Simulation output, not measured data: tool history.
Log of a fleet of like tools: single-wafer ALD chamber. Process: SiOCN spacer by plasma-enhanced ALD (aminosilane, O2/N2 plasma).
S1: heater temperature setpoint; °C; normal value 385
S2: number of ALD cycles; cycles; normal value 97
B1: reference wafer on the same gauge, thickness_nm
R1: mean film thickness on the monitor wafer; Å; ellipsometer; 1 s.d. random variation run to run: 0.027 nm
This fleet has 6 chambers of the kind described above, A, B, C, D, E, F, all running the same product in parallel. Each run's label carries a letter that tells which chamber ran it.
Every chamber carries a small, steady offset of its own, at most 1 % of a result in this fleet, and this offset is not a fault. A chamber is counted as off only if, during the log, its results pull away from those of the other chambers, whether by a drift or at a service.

Run 1E, hour 9: usual settings; B1 5.0238. Result: R1 58.074 Å.
Run 2B, hour 18: usual settings; B1 5.0262. Result: R1 58.529 Å.
Run 3C, hour 25.9: usual settings; B1 5.0298. Result: R1 58.573 Å.
Run 4D, hour 32.6: usual settings; B1 5.0272. Result: R1 57.892 Å.
Run 5F, hour 42.8: usual settings; B1 5.0338. Result: R1 57.952 Å.
Run 6A, hour 48.7: usual settings; B1 5.0333. Result: R1 58.964 Å.
Run 7F, hour 59: usual settings; B1 5.0311. Result: R1 57.91 Å.
Run 8A, hour 66.4: usual settings; B1 5.032. Result: R1 58.683 Å.
Run 9B, hour 71.9: usual settings; B1 5.0344. Result: R1 58.233 Å.
Run 10D, hour 81.4: usual settings; B1 5.0291. Result: R1 57.735 Å.
Run 11E, hour 89.9: usual settings; B1 5.032. Result: R1 58.339 Å.
Run 12C, hour 97.7: usual settings; B1 5.0286. Result: R1 58.463 Å.
Run 13B, hour 108: usual settings; B1 5.0327. Result: R1 58.817 Å.
Run 14C, hour 118.5: usual settings; B1 5.0273. Result: R1 58.177 Å.
Run 15A, hour 130.5: usual settings but S1 373 °C, S2 80 cycles; B1 5.0262. Result: R1 48.493 Å.
Run 16E, hour 137.4: usual settings but S1 373 °C, S2 80 cycles; B1 5.0256. Result: R1 47.743 Å.
Run 17F, hour 146.7: usual settings but S1 373 °C, S2 80 cycles; B1 5.0331. Result: R1 48.182 Å.
Run 18D, hour 152.3: usual settings but S1 373 °C, S2 80 cycles; B1 5.03. Result: R1 47.538 Å.
Run 19A, hour 158.9: usual settings but S1 373 °C, S2 80 cycles; B1 5.02. Result: R1 48.561 Å.
Run 20D, hour 167.2: usual settings but S1 373 °C, S2 80 cycles; B1 5.0288. Result: R1 47.977 Å.
Run 21E, hour 177: usual settings; B1 5.0308. Result: R1 58.171 Å.
Run 22B, hour 185.3: usual settings but S1 393 °C, S2 114 cycles; B1 5.0272. Result: R1 68.139 Å.
Run 23F, hour 194.6: usual settings but S1 393 °C, S2 114 cycles; B1 5.0276. Result: R1 68.234 Å.
Run 24C, hour 205.5: usual settings but S1 393 °C, S2 114 cycles; B1 5.0342. Result: R1 69.231 Å.
Run 25C, hour 215.2: usual settings but S1 393 °C, S2 114 cycles; B1 5.0331. Result: R1 68.786 Å.
Run 26F, hour 221.6: usual settings but S1 393 °C, S2 114 cycles; B1 5.0228. Result: R1 68.334 Å.
Run 27E, hour 229.5: usual settings but S1 393 °C, S2 114 cycles; B1 5.0311. Result: R1 69.214 Å.
Run 28D, hour 241.4: usual settings; B1 5.0332. Result: R1 58.175 Å.
Run 29A, hour 247.7: usual settings; B1 5.0325. Result: R1 59.085 Å.
Run 30B, hour 253.1: usual settings; B1 5.0308. Result: R1 58.237 Å.
Run 31B, hour 258.5: usual settings but S1 395 °C; B1 5.0298. Result: R1 58.807 Å.
Run 32F, hour 268: usual settings but S1 395 °C; B1 5.0317. Result: R1 58.058 Å.
Run 33A, hour 274: usual settings but S1 395 °C; B1 5.0274. Result: R1 58.965 Å.
Run 34C, hour 281.2: usual settings but S1 395 °C; B1 5.0317. Result: R1 58.608 Å.
Run 35E, hour 292.5: usual settings but S1 395 °C; B1 5.0358. Result: R1 58.349 Å.
Run 36D, hour 302.9: usual settings but S1 395 °C; B1 5.0248. Result: R1 58.148 Å.
Run 37D, hour 313.5: usual settings but S2 88 cycles; B1 5.0278. Result: R1 52.331 Å.
Run 38B, hour 320.7: usual settings but S2 88 cycles; B1 5.0294. Result: R1 53.112 Å.
Run 39F, hour 326.6: usual settings but S2 88 cycles; B1 5.0293. Result: R1 52.888 Å.
Run 40C, hour 337.2: usual settings but S2 88 cycles; B1 5.0314. Result: R1 53.061 Å.
Run 41A, hour 346.8: usual settings but S2 88 cycles; B1 5.0326. Result: R1 53.554 Å.

Is one chamber out of step, is the gauge drifting, or do the chambers differ by no more than their own small offsets? For an off chamber, give its letter and the likeliest cause.

The fleet is healthy, with each chamber sitting at its usual small offset and no drift in the gauge.
